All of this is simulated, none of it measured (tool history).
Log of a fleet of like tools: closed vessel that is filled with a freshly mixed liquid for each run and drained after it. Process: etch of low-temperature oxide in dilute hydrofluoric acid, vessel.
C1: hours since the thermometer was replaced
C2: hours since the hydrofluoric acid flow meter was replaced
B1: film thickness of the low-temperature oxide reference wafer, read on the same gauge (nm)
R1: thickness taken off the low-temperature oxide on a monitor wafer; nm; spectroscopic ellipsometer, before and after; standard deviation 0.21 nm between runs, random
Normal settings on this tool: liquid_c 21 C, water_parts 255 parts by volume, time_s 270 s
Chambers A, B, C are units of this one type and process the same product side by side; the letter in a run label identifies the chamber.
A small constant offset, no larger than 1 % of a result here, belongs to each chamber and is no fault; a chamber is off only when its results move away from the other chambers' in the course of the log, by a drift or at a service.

Run 1B, day 0.233: usual settings; C1 2071.4; C2 493.7; B1 120.02. Result: R1 27.832 nm.
Run 2C, day 0.479: usual settings; C1 144.7; C2 1125.9; B1 120.03. Result: R1 27.801 nm.
Run 3A, day 0.796: usual settings; C1 901.7; C2 649.3; B1 119.97. Result: R1 27.324 nm.
Run 4B, day 1.158: usual settings; C1 2093.6; C2 515.9; B1 120.04. Result: R1 27.75 nm.
Run 5A, day 1.408: usual settings; C1 916.4; C2 664; B1 119.98. Result: R1 27.163 nm.
Run 6C, day 1.754: usual settings; C1 175.3; C2 1156.5; B1 120.04. Result: R1 27.421 nm.
Run 7C, day 1.95: usual settings; C1 180; C2 1161.2; B1 119.93. Result: R1 27.281 nm.
Run 8A, day 2.188: usual settings; C1 935.1; C2 682.7; B1 120.05. Result: R1 27.706 nm.
Run 9B, day 2.383: usual settings but time_s 370 s; C1 2123; C2 545.3; B1 119.97. Result: R1 37.782 nm.
Run 10C, day 2.629: usual settings but time_s 370 s; C1 196.3; C2 1177.5; B1 120.01. Result: R1 37.666 nm.
Run 11A, day 2.829: usual settings but time_s 370 s; C1 950.5; C2 698.1; B1 120.01. Result: R1 37.902 nm.
At day 2.912: chamber B: thermometer replaced.
Run 12B, day 3.054: usual settings; C1 3.4; C2 561.4; B1 119.97. Result: R1 27.256 nm.
Run 13B, day 3.258: usual settings; C1 8.3; C2 566.3; B1 119.99. Result: R1 27.442 nm.
Run 14C, day 3.496: usual settings; C1 217.1; C2 1198.3; B1 120.06. Result: R1 27.77 nm.
Run 15A, day 3.654: usual settings; C1 970.3; C2 717.9; B1 119.99. Result: R1 28.267 nm.
Run 16C, day 3.979: usual settings; C1 228.7; C2 1209.9; B1 120.03. Result: R1 27.889 nm.
Run 17B, day 4.304: usual settings; C1 33.4; C2 591.4; B1 120. Result: R1 27.465 nm.
Run 18A, day 4.512: usual settings but liquid_c 19.5 C, water_parts 340 parts by volume; C1 990.9; C2 738.5; B1 119.96. Result: R1 19.279 nm.
Run 19B, day 4.721: usual settings but liquid_c 19.5 C, water_parts 340 parts by volume; C1 43.4; C2 601.4; B1 120.01. Result: R1 18.06 nm.
Run 20A, day 4.95: usual settings but liquid_c 19.5 C, water_parts 340 parts by volume; C1 1001.4; C2 749; B1 119.99. Result: R1 19.527 nm.
Run 21C, day 5.283: usual settings but liquid_c 23.5 C, water_parts 300 parts by volume; C1 260; C2 1241.2; B1 120.02. Result: R1 24.568 nm.
Run 22C, day 5.496: usual settings but liquid_c 23.5 C, water_parts 300 parts by volume; C1 265.1; C2 1246.3; B1 120.02. Result: R1 24.473 nm.
Run 23B, day 5.671: usual settings but liquid_c 23.5 C, water_parts 300 parts by volume; C1 66.2; C2 624.2; B1 119.96. Result: R1 24.75 nm.
Run 24A, day 5.896: usual settings; C1 1024.1; C2 771.7; B1 120.02. Result: R1 29.62 nm.
Run 25C, day 6.054: usual settings; C1 278.5; C2 1259.7; B1 119.98. Result: R1 27.526 nm.

Is one chamber out of step, is the gauge drifting, or do the chambers differ by no more than their own small offsets? For an off chamber, give its letter and the likeliest cause.

Chamber A drifts away from the others.
What lies behind it: hydrofluoric acid flow above the setpoint (%) = 8.59.
The log might look much the same if the cause were instead: liquid hotter than its thermometer reads (K).

Which of the 4 candidates below, each the usual settings with something changed and its results left as question marks, puts chamber A back in line with what the other chambers give on the usual settings?
Allowed miss from the other chambers' usual-settings mean, per result, to count as in line: R1 0.73 nm
Run 26A-1, day 6.312: usual settings but water_parts 235 parts by volume. Result: R1 ?.
Run 26A-2, day 6.312: usual settings but water_parts 290 parts by volume. Result: R1 ?.
Run 26A-3, day 6.312: usual settings but liquid_c 21.5 C, water_parts 225 parts by volume. Result: R1 ?.
Run 26A-4, day 6.312: usual settings but water_parts 275 parts by volume. Result: R1 ?.

On the usual settings, the other chambers give on average: R1 27.507 nm
  run      R1
26A-1  33.421
26A-2  25.798
26A-3  35.899
26A-4  27.562
With 26A-4, the chamber falls back in line with the rest.
